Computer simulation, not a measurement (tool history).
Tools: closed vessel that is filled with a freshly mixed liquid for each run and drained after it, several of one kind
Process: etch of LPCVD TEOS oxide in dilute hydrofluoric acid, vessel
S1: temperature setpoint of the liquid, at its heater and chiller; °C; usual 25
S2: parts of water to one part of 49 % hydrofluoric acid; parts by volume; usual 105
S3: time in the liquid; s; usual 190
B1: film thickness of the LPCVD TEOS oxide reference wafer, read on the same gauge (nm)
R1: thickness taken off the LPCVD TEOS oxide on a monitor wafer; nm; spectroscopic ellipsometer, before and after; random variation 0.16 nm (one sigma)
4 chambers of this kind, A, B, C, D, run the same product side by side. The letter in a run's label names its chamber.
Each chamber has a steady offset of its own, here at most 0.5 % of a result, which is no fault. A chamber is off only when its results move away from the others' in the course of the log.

{"run": "1A", "hour": 6.5, "S1": 25, "S2": 105, "S3": 190, "B1": 59.996, "R1": 31.341}
{"run": "2B", "hour": 17.3, "S1": 25, "S2": 105, "S3": 190, "B1": 60.006, "R1": 31.699}
{"run": "3C", "hour": 29.9, "S1": 25, "S2": 105, "S3": 190, "B1": 60.013, "R1": 31.604}
{"run": "4D", "hour": 41.9, "S1": 25, "S2": 105, "S3": 190, "B1": 59.984, "R1": 32.005}
{"run": "5D", "hour": 49.8, "S1": 25, "S2": 105, "S3": 190, "B1": 59.997, "R1": 31.802}
{"run": "6B", "hour": 62.5, "S1": 25, "S2": 105, "S3": 190, "B1": 59.984, "R1": 31.602}
{"run": "7A", "hour": 74.7, "S1": 25, "S2": 105, "S3": 190, "B1": 60.006, "R1": 31.212}
{"run": "8C", "hour": 86.6, "S1": 25, "S2": 105, "S3": 190, "B1": 59.996, "R1": 31.614}
{"run": "9C", "hour": 97.1, "S1": 25, "S2": 105, "S3": 190, "B1": 59.995, "R1": 31.638}
{"run": "10B", "hour": 104.7, "S1": 25, "S2": 105, "S3": 190, "B1": 59.978, "R1": 31.813}
{"run": "11A", "hour": 116.0, "S1": 25, "S2": 105, "S3": 190, "B1": 59.996, "R1": 31.527}
{"run": "12D", "hour": 124.7, "S1": 25, "S2": 105, "S3": 190, "B1": 59.998, "R1": 31.522}
{"run": "13D", "hour": 136.0, "S1": 25, "S2": 105, "S3": 190, "B1": 60.002, "R1": 31.455}
{"run": "14C", "hour": 149.7, "S1": 25, "S2": 105, "S3": 190, "B1": 60.01, "R1": 31.636}
{"run": "15B", "hour": 162.2, "S1": 25, "S2": 105, "S3": 190, "B1": 59.999, "R1": 31.721}
{"run": "16A", "hour": 172.1, "S1": 28.5, "S2": 105, "S3": 125, "B1": 60, "R1": 23.797}
{"run": "17D", "hour": 182.6, "S1": 28.5, "S2": 105, "S3": 125, "B1": 60.029, "R1": 23.796}
{"run": "18A", "hour": 196.1, "S1": 28.5, "S2": 105, "S3": 125, "B1": 59.987, "R1": 23.608}
{"hour": 201.4, "done": "chamber D: thermometer replaced"}
{"run": "19C", "hour": 202.7, "S1": 28.5, "S2": 105, "S3": 125, "B1": 59.997, "R1": 23.683}
{"run": "20B", "hour": 216.0, "S1": 25, "S2": 105, "S3": 190, "B1": 60.003, "R1": 31.621}
{"run": "21C", "hour": 222.9, "S1": 25, "S2": 105, "S3": 190, "B1": 60.014, "R1": 31.69}
{"run": "22A", "hour": 229.4, "S1": 29, "S2": 105, "S3": 190, "B1": 59.999, "R1": 36.598}
{"run": "23D", "hour": 241.3, "S1": 29, "S2": 105, "S3": 190, "B1": 59.995, "R1": 36.87}
{"run": "24B", "hour": 251.9, "S1": 29, "S2": 105, "S3": 190, "B1": 59.999, "R1": 36.944}
{"run": "25A", "hour": 263.0, "S1": 29, "S2": 105, "S3": 190, "B1": 59.97, "R1": 36.94}
{"hour": 268.0, "done": "chamber B: thermometer replaced"}
{"run": "26C", "hour": 270.7, "S1": 25, "S2": 105, "S3": 190, "B1": 60.001, "R1": 31.458}
{"hour": 273.5, "done": "chamber D: hydrofluoric acid flow meter replaced"}
{"run": "27B", "hour": 280.1, "S1": 25, "S2": 105, "S3": 190, "B1": 59.984, "R1": 31.463}
{"run": "28D", "hour": 293.2, "S1": 25, "S2": 105, "S3": 190, "B1": 60.038, "R1": 31.547}
{"run": "29B", "hour": 302.9, "S1": 25, "S2": 105, "S3": 190, "B1": 59.989, "R1": 31.926}

Next, every chamber runs the same settings. What will each give?
{"run": "30A", "hour": 312.8, "S1": 25, "S2": 105, "S3": 250, "R1": "?"}
{"run": "30B", "hour": 312.8, "S1": 25, "S2": 105, "S3": 250, "R1": "?"}
{"run": "30C", "hour": 312.8, "S1": 25, "S2": 105, "S3": 250, "R1": "?"}
{"run": "30D", "hour": 312.8, "S1": 25, "S2": 105, "S3": 250, "R1": "?"}

run=30A R1=41.762
run=30B R1=41.594
run=30C R1=41.508
run=30D R1=41.914
